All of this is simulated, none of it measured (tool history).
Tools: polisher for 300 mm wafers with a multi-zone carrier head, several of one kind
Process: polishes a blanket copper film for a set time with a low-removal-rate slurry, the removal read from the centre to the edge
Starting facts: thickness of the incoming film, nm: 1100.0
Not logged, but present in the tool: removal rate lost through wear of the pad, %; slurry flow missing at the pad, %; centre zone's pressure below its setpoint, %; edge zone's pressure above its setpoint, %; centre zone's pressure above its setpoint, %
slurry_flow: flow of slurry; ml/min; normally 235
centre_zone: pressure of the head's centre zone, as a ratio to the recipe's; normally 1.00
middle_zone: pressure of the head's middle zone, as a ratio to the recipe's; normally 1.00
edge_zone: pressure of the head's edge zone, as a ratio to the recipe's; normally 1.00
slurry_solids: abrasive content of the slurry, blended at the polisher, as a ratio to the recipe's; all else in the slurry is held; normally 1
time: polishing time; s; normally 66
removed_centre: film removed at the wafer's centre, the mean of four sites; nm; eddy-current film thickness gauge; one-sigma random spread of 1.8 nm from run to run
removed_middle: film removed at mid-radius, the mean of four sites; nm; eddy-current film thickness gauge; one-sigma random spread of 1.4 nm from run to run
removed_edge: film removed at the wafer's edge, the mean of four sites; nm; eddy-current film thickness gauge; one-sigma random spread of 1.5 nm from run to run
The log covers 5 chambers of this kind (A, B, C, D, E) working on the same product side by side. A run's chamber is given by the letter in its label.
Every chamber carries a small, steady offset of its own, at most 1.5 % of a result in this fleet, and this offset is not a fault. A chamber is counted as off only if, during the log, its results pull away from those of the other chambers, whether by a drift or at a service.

run	hour	slurry_flow	centre_zone	middle_zone	edge_zone	slurry_solids	time	wafers polished on this pad	hours since the slurry nozzle was cleaned	hours since the centre zone pressure was calibrated	hours since the edge zone pressure was calibrated	removed_centre	removed_middle	removed_edge
# hour 1.4: chamber A: worn pad replaced by a new one
1D	6.0	235	1.00	1.00	1.00	1	66	634	713.7	281.4	168.9	157.76	159.02	157.65
# hour 7.2: chamber D: worn pad replaced by a new one
# hour 7.7: chamber B: worn pad replaced by a new one
2A	10.5	235	1.00	1.00	1.00	1	66	123	87.8	1283.7	826.0	159.93	157.08	162.75
3E	16.0	235	1.00	1.00	1.00	1	66	505	118.9	342.5	209.2	159.57	160.47	157.85
4C	22.1	235	1.00	1.00	1.00	1	66	805	55.9	255.2	78.2	157.58	156.69	157.61
5B	29.6	235	1.00	1.00	1.00	1	66	294	599.2	322.1	835.2	159.67	158.56	156.88
6E	37.3	235	1.00	1.00	1.00	1	66	791	140.2	363.8	230.5	157.84	160.95	161.72
7A	42.2	235	1.00	1.00	1.00	1	66	549	119.5	1315.4	857.7	159.87	157.94	159.49
# hour 43.2: chamber A: edge zone pressure recalibrated
# hour 43.7: chamber E: worn pad replaced by a new one
# hour 44.0: chamber C: worn pad replaced by a new one
# hour 44.9: chamber B: slurry nozzle cleaned
8D	47.0	235	1.00	1.00	1.00	1	66	536	754.7	322.4	209.9	155.83	158.43	158.45
# hour 47.5: chamber A: worn pad replaced by a new one
# hour 51.4: chamber D: worn pad replaced by a new one
9C	53.5	235	1.00	1.00	1.00	1	66	129	87.3	286.6	109.6	156.76	158.46	157.71
10B	58.2	285	0.89	1.00	1.00	1	66	679	13.3	350.7	863.8	142.14	161.90	160.50
11E	62.4	285	0.89	1.00	1.00	1	66	251	165.3	388.9	255.6	144.57	163.73	160.56
# hour 63.4: chamber B: worn pad replaced by a new one
12A	66.6	285	0.89	1.00	1.00	1	66	257	143.9	1339.8	23.5	144.88	164.40	163.26
13B	71.2	285	0.89	1.00	1.00	1	66	106	26.3	363.7	876.8	141.56	159.99	160.11
14D	78.6	285	0.89	1.00	1.00	1	66	366	786.3	354.0	241.5	140.51	164.56	162.24
15C	82.6	235	1.00	1.00	1.00	1	66	520	116.4	315.7	138.7	154.91	157.22	160.18
16D	89.0	235	1.00	1.00	1.00	1	66	506	796.7	364.4	251.9	156.69	163.26	161.33
# hour 89.1: chamber D: worn pad replaced by a new one
# hour 94.8: chamber A: worn pad replaced by a new one
17C	96.7	235	1.00	1.00	1.00	1	66	710	130.5	329.8	152.8	156.90	157.88	158.55
18B	104.4	190	1.00	1.00	0.92	1	66	552	59.5	396.9	910.0	155.46	151.98	149.15
19A	108.8	190	1.00	1.00	0.92	1	66	188	186.1	1382.0	65.7	155.44	150.72	152.53
20E	115.1	190	1.00	1.00	0.92	1	66	960	218.0	441.6	308.3	149.54	157.18	148.47
21C	119.2	190	1.00	1.00	0.92	1	66	1012	153.0	352.3	175.3	152.62	151.49	150.51
# hour 124.1: chamber E: worn pad replaced by a new one
22D	124.4	190	1.00	1.00	0.92	1	66	475	832.1	399.8	287.3	155.95	151.99	147.02
# hour 126.1: chamber C: worn pad replaced by a new one
23E	129.0	235	1.00	1.00	1.00	1	66	66	231.9	455.5	322.2	158.05	162.46	157.12
24A	134.7	235	1.00	1.00	1.00	1	66	537	212.0	1407.9	91.6	162.41	160.24	162.46
# hour 137.7: chamber D: worn pad replaced by a new one
# hour 137.8: chamber B: worn pad replaced by a new one
# hour 140.0: chamber A: centre zone pressure recalibrated
25B	141.3	235	1.00	1.00	1.00	1	66	47	96.4	433.8	946.9	160.32	157.90	160.83
# hour 141.4: chamber A: worn pad replaced by a new one
26D	148.7	235	1.00	1.00	1.00	1	66	148	856.4	424.1	311.6	158.32	159.69	160.81
27E	156.0	235	1.00	1.00	1.00	1	66	429	258.9	482.5	349.2	162.70	160.84	158.16
28A	161.7	235	1.00	1.00	1.00	1	66	273	239.0	21.7	118.6	143.49	157.96	163.95
29C	167.8	235	1.00	1.00	1.00	1	66	561	201.6	400.9	223.9	161.65	160.27	160.11
30B	173.6	235	1.00	1.00	1.00	1	66	482	128.7	466.1	979.2	157.10	157.97	158.59
31A	180.4	235	1.00	1.00	1.00	1	66	525	257.7	40.4	137.3	142.19	158.10	161.98
# hour 183.6: chamber D: worn pad replaced by a new one
32D	184.7	235	1.00	1.06	1.00	1	56	15	892.4	460.1	347.6	134.75	145.01	134.88
33E	190.6	235	1.00	1.06	1.00	1	56	895	293.5	517.1	383.8	134.67	145.05	135.16
34B	196.5	235	1.00	1.06	1.00	1	56	790	151.6	489.0	1002.1	133.98	142.03	134.10
# hour 201.1: chamber E: worn pad replaced by a new one
35C	203.2	235	1.00	1.06	1.00	1	56	1037	237.0	436.3	259.3	138.53	140.97	135.69
36E	208.9	235	1.00	1.06	1.00	1	56	105	311.8	535.4	402.1	135.81	144.78	133.29
# hour 214.3: chamber C: worn pad replaced by a new one
37C	215.7	235	1.00	1.00	1.00	1	66	18	249.5	448.8	271.8	158.75	157.33	156.74

What goes on in this fleet: one chamber off, a drifting gauge, or nothing beyond the chambers' own small offsets? Name the chamber and the cause, if any.

Chamber A came out of a service off from its peers and stayed that way.
What lies behind it: centre zone's pressure below its setpoint, % = 7.78.

Below are 4 candidate recipes for chamber A's next run, each the usual settings with a change, their results shown as question marks. Which of them brings A's results back in line with what the other chambers give on the usual settings?
Maximum distance from the other chambers' mean on the usual settings for a result to count as in line: removed_centre 6.20 nm; removed_middle 5.00 nm; removed_edge 5.40 nm
38A-1	221.9	240	1.08	1.00	0.97	1	66					?	?	?
38A-2	221.9	235	0.98	1.00	1.01	1	66					?	?	?
38A-3	221.9	230	0.92	1.00	1.03	1	66					?	?	?
38A-4	221.9	235	1.02	1.00	0.99	1	66					?	?	?

Usual-settings mean across the other chambers: removed_centre 158.68 nm; removed_middle 158.88 nm; removed_edge 159.30 nm
run	removed_centre	removed_middle	removed_edge
38A-1	156.24	159.49	158.66
38A-2	139.83	159.14	161.70
38A-3	129.86	158.74	163.03
38A-4	146.21	159.11	160.02
38A-1 puts the chamber back in line with the other chambers.

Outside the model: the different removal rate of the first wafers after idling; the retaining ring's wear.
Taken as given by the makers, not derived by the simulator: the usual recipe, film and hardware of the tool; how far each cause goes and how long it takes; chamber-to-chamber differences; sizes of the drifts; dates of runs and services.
